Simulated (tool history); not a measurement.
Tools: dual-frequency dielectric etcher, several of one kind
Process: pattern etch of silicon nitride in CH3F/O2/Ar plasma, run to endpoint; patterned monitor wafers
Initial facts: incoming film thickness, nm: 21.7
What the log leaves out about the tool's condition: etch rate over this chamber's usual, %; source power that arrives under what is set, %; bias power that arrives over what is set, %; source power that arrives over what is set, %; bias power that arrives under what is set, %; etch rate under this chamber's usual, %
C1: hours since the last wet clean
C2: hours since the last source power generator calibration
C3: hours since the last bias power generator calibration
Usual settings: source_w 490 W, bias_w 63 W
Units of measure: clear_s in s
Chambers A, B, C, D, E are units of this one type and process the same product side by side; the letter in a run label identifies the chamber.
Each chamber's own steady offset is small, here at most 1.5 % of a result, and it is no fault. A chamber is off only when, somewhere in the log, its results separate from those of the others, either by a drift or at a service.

Run 1B, hour 5.4: usual settings; C1 324.2; C2 189.2; C3 1151.0. Result: clear_s 29.976 s.
Run 2E, hour 12.6: usual settings; C1 253.5; C2 1429.2; C3 1315.9. Result: clear_s 30.067 s.
Run 3A, hour 22.7: usual settings; C1 198.8; C2 2490.1; C3 821.2. Result: clear_s 30.152 s.
Run 4C, hour 28.1: usual settings; C1 161.4; C2 89.7; C3 146.2. Result: clear_s 30.104 s.
Run 5D, hour 34.5: usual settings; C1 136.4; C2 296.5; C3 4246.1. Result: clear_s 30.158 s.
Run 6B, hour 44.2: usual settings; C1 363.0; C2 228.0; C3 1189.8. Result: clear_s 30.191 s.
Run 7A, hour 54.8: usual settings; C1 230.9; C2 2522.2; C3 853.3. Result: clear_s 30.350 s.
Run 8D, hour 62.5: usual settings; C1 164.4; C2 324.5; C3 4274.1. Result: clear_s 30.108 s.
Run 9E, hour 68.8: usual settings; C1 309.7; C2 1485.4; C3 1372.1. Result: clear_s 30.761 s.
Run 10C, hour 74.4: usual settings; C1 207.7; C2 136.0; C3 192.5. Result: clear_s 30.239 s.
Run 11D, hour 81.0: usual settings but bias_w 56 W; C1 182.9; C2 343.0; C3 4292.6. Result: clear_s 31.456 s.
Run 12C, hour 89.6: usual settings but bias_w 56 W; C1 222.9; C2 151.2; C3 207.7. Result: clear_s 31.337 s.
Run 13A, hour 97.8: usual settings but bias_w 56 W; C1 273.9; C2 2565.2; C3 896.3. Result: clear_s 30.937 s.
Run 14E, hour 103.5: usual settings but bias_w 56 W; C1 344.4; C2 1520.1; C3 1406.8. Result: clear_s 32.063 s.
At hour 106.7: chamber B: wet clean of the chamber.
Run 15B, hour 113.9: usual settings but bias_w 56 W; C1 7.3; C2 297.7; C3 1259.5. Result: clear_s 31.291 s.
Run 16E, hour 123.8: usual settings but source_w 390 W, bias_w 73 W; C1 364.7; C2 1540.4; C3 1427.1. Result: clear_s 31.933 s.
Run 17A, hour 129.3: usual settings but source_w 390 W, bias_w 73 W; C1 305.4; C2 2596.7; C3 927.8. Result: clear_s 31.233 s.
Run 18B, hour 139.7: usual settings but source_w 390 W, bias_w 73 W; C1 33.1; C2 323.5; C3 1285.3. Result: clear_s 31.251 s.
Run 19D, hour 145.0: usual settings but source_w 390 W, bias_w 73 W; C1 246.9; C2 407.0; C3 4356.6. Result: clear_s 31.565 s.
Run 20C, hour 153.3: usual settings but source_w 390 W, bias_w 73 W; C1 286.6; C2 214.9; C3 271.4. Result: clear_s 30.976 s.
Run 21E, hour 163.8: usual settings but bias_w 68 W; C1 404.7; C2 1580.4; C3 1467.1. Result: clear_s 30.090 s.
Run 22C, hour 170.7: usual settings but bias_w 68 W; C1 304.0; C2 232.3; C3 288.8. Result: clear_s 29.502 s.
At hour 171.0: chamber D: bias power generator calibrated.
Run 23A, hour 180.6: usual settings but bias_w 68 W; C1 356.7; C2 2648.0; C3 979.1. Result: clear_s 29.735 s.
Run 24B, hour 186.4: usual settings but bias_w 68 W; C1 79.8; C2 370.2; C3 1332.0. Result: clear_s 29.328 s.
Run 25D, hour 197.2: usual settings but bias_w 68 W; C1 299.1; C2 459.2; C3 26.3. Result: clear_s 29.519 s.
Run 26A, hour 202.0: usual settings; C1 378.1; C2 2669.4; C3 1000.5. Result: clear_s 30.160 s.
Run 27B, hour 207.6: usual settings; C1 101.0; C2 391.4; C3 1353.2. Result: clear_s 30.012 s.
Run 28D, hour 217.0: usual settings; C1 318.9; C2 479.0; C3 46.1. Result: clear_s 30.380 s.
Run 29E, hour 223.8: usual settings; C1 464.7; C2 1640.4; C3 1527.1. Result: clear_s 31.373 s.
Run 30C, hour 231.7: usual settings; C1 365.0; C2 293.3; C3 349.8. Result: clear_s 30.175 s.
Run 31B, hour 241.2: usual settings; C1 134.6; C2 425.0; C3 1386.8. Result: clear_s 29.749 s.
Run 32E, hour 245.9: usual settings; C1 486.8; C2 1662.5; C3 1549.2. Result: clear_s 31.614 s.
At hour 250.3: chamber A: wet clean of the chamber.
Run 33C, hour 255.8: usual settings but source_w 560 W, bias_w 58 W; C1 389.1; C2 317.4; C3 373.9. Result: clear_s 29.533 s.
Run 34D, hour 261.6: usual settings but source_w 560 W, bias_w 58 W; C1 363.5; C2 523.6; C3 90.7. Result: clear_s 29.336 s.
Run 35A, hour 271.9: usual settings but source_w 560 W, bias_w 58 W; C1 21.6; C2 2739.3; C3 1070.4. Result: clear_s 29.493 s.
Run 36A, hour 281.8: usual settings but source_w 560 W, bias_w 58 W; C1 31.5; C2 2749.2; C3 1080.3. Result: clear_s 29.515 s.
Run 37D, hour 292.0: usual settings but source_w 560 W, bias_w 58 W; C1 393.9; C2 554.0; C3 121.1. Result: clear_s 29.468 s.
Run 38C, hour 300.0: usual settings; C1 433.3; C2 361.6; C3 418.1. Result: clear_s 30.285 s.
Run 39E, hour 308.5: usual settings; C1 549.4; C2 1725.1; C3 1611.8. Result: clear_s 32.001 s.

Each of the 5 chambers runs these same settings next. Fill in every chamber's results:
Run 40A, hour 316.3: usual settings but bias_w 78 W. Result: clear_s ?.
Run 40B, hour 316.3: usual settings but bias_w 78 W. Result: clear_s ?.
Run 40C, hour 316.3: usual settings but bias_w 78 W. Result: clear_s ?.
Run 40D, hour 316.3: usual settings but bias_w 78 W. Result: clear_s ?.
Run 40E, hour 316.3: usual settings but bias_w 78 W. Result: clear_s ?.

run  clear_s
40A   27.960
40B   28.066
40C   28.267
40D   28.104
40E   29.637
